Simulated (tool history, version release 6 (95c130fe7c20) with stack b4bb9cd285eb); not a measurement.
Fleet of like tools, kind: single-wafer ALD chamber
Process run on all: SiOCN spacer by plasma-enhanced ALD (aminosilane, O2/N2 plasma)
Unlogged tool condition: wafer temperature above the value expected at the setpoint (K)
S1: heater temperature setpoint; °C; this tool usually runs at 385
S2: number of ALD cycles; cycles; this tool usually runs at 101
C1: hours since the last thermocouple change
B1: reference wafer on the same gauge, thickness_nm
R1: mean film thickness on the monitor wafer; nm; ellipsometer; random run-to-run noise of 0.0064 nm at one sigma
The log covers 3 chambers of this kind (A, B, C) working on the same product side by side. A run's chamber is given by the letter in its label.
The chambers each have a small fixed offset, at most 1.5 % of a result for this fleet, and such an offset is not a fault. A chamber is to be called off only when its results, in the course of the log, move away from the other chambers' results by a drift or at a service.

Run 1B, hour 13.3: usual settings; C1 119.2; B1 5.7904. Result: R1 6.042 nm.
Run 2C, hour 26.9: usual settings; C1 392.8; B1 5.7878. Result: R1 6.0684 nm.
Run 3A, hour 41.4: usual settings; C1 1201.7; B1 5.7857. Result: R1 6.0356 nm.
Run 4A, hour 56.2: usual settings; C1 1216.5; B1 5.7851. Result: R1 6.0311 nm.
Run 5B, hour 64.8: usual settings but S1 395 °C, S2 119 cycles; C1 170.7; B1 5.7836. Result: R1 7.0965 nm.
Run 6C, hour 73.2: usual settings but S1 395 °C, S2 119 cycles; C1 439.1; B1 5.7854. Result: R1 7.1558 nm.
Run 7C, hour 86: usual settings but S1 395 °C, S2 119 cycles; C1 451.9; B1 5.785. Result: R1 7.154 nm.
Run 8A, hour 98.1: usual settings; C1 1258.4; B1 5.7842. Result: R1 6.0334 nm.
Run 9B, hour 104.7: usual settings; C1 210.6; B1 5.7827. Result: R1 6.0267 nm.
Run 10B, hour 113.6: usual settings; C1 219.5; B1 5.7845. Result: R1 6.0207 nm.
Run 11C, hour 125.2: usual settings; C1 491.1; B1 5.7822. Result: R1 6.0619 nm.
Run 12A, hour 132.9: usual settings; C1 1293.2; B1 5.7809. Result: R1 6.0339 nm.
Run 13C, hour 145: usual settings; C1 510.9; B1 5.7794. Result: R1 6.071 nm.
Run 14A, hour 159.8: usual settings; C1 1320.1; B1 5.7801. Result: R1 6.0136 nm.
Run 15B, hour 173.3: usual settings; C1 279.2; B1 5.7794. Result: R1 6.0225 nm.
Run 16A, hour 184.7: usual settings; C1 1345; B1 5.7803. Result: R1 6.0175 nm.
Run 17B, hour 192.7: usual settings; C1 298.6; B1 5.7764. Result: R1 6.0257 nm.
Run 18C, hour 200.1: usual settings; C1 566; B1 5.7769. Result: R1 6.0573 nm.
Run 19C, hour 208.8: usual settings; C1 574.7; B1 5.7764. Result: R1 6.0653 nm.
Run 20A, hour 217.4: usual settings; C1 1377.7; B1 5.7749. Result: R1 6.0233 nm.
Run 21B, hour 226.4: usual settings; C1 332.3; B1 5.775. Result: R1 6.0229 nm.
Run 22A, hour 236.6: usual settings; C1 1396.9; B1 5.774. Result: R1 6.0156 nm.
Run 23B, hour 246.5: usual settings; C1 352.4; B1 5.7752. Result: R1 6.01 nm.
Run 24C, hour 258.7: usual settings; C1 624.6; B1 5.7733. Result: R1 6.0588 nm.
Run 25B, hour 267.4: usual settings but S1 373 °C, S2 109 cycles; C1 373.3; B1 5.775. Result: R1 6.5008 nm.
Run 26A, hour 275.5: usual settings but S1 373 °C, S2 109 cycles; C1 1435.8; B1 5.7725. Result: R1 6.4906 nm.
Run 27C, hour 289: usual settings but S1 373 °C, S2 109 cycles; C1 654.9; B1 5.7707. Result: R1 6.5401 nm.
Run 28B, hour 299.1: usual settings but S1 380 °C, S2 118 cycles; C1 405; B1 5.7702. Result: R1 7.0294 nm.
Run 29C, hour 306.4: usual settings but S1 380 °C, S2 118 cycles; C1 672.3; B1 5.7703. Result: R1 7.0831 nm.
Run 30A, hour 320.9: usual settings but S1 380 °C, S2 118 cycles; C1 1481.2; B1 5.77. Result: R1 7.0063 nm.
Run 31A, hour 329.7: usual settings; C1 1490; B1 5.7694. Result: R1 6.0141 nm.
Run 32C, hour 342: usual settings; C1 707.9; B1 5.7678. Result: R1 6.0521 nm.
Run 33B, hour 350.2: usual settings but S2 115 cycles; C1 456.1; B1 5.7684. Result: R1 6.8448 nm.
Run 34A, hour 358.5: usual settings but S2 115 cycles; C1 1518.8; B1 5.7672. Result: R1 6.8394 nm.
Run 35B, hour 365.4: usual settings but S2 115 cycles; C1 471.3; B1 5.7649. Result: R1 6.8369 nm.
Run 36C, hour 375.2: usual settings; C1 741.1; B1 5.7661. Result: R1 6.0487 nm.

For the next run the whole fleet of 3 chambers uses the same settings. Give each chamber's results:
Run 37A, hour 385.7: usual settings. Result: R1 ?.
Run 37B, hour 385.7: usual settings. Result: R1 ?.
Run 37C, hour 385.7: usual settings. Result: R1 ?.

run      R1
37A   6.003
37B  5.9993
37C  6.0562
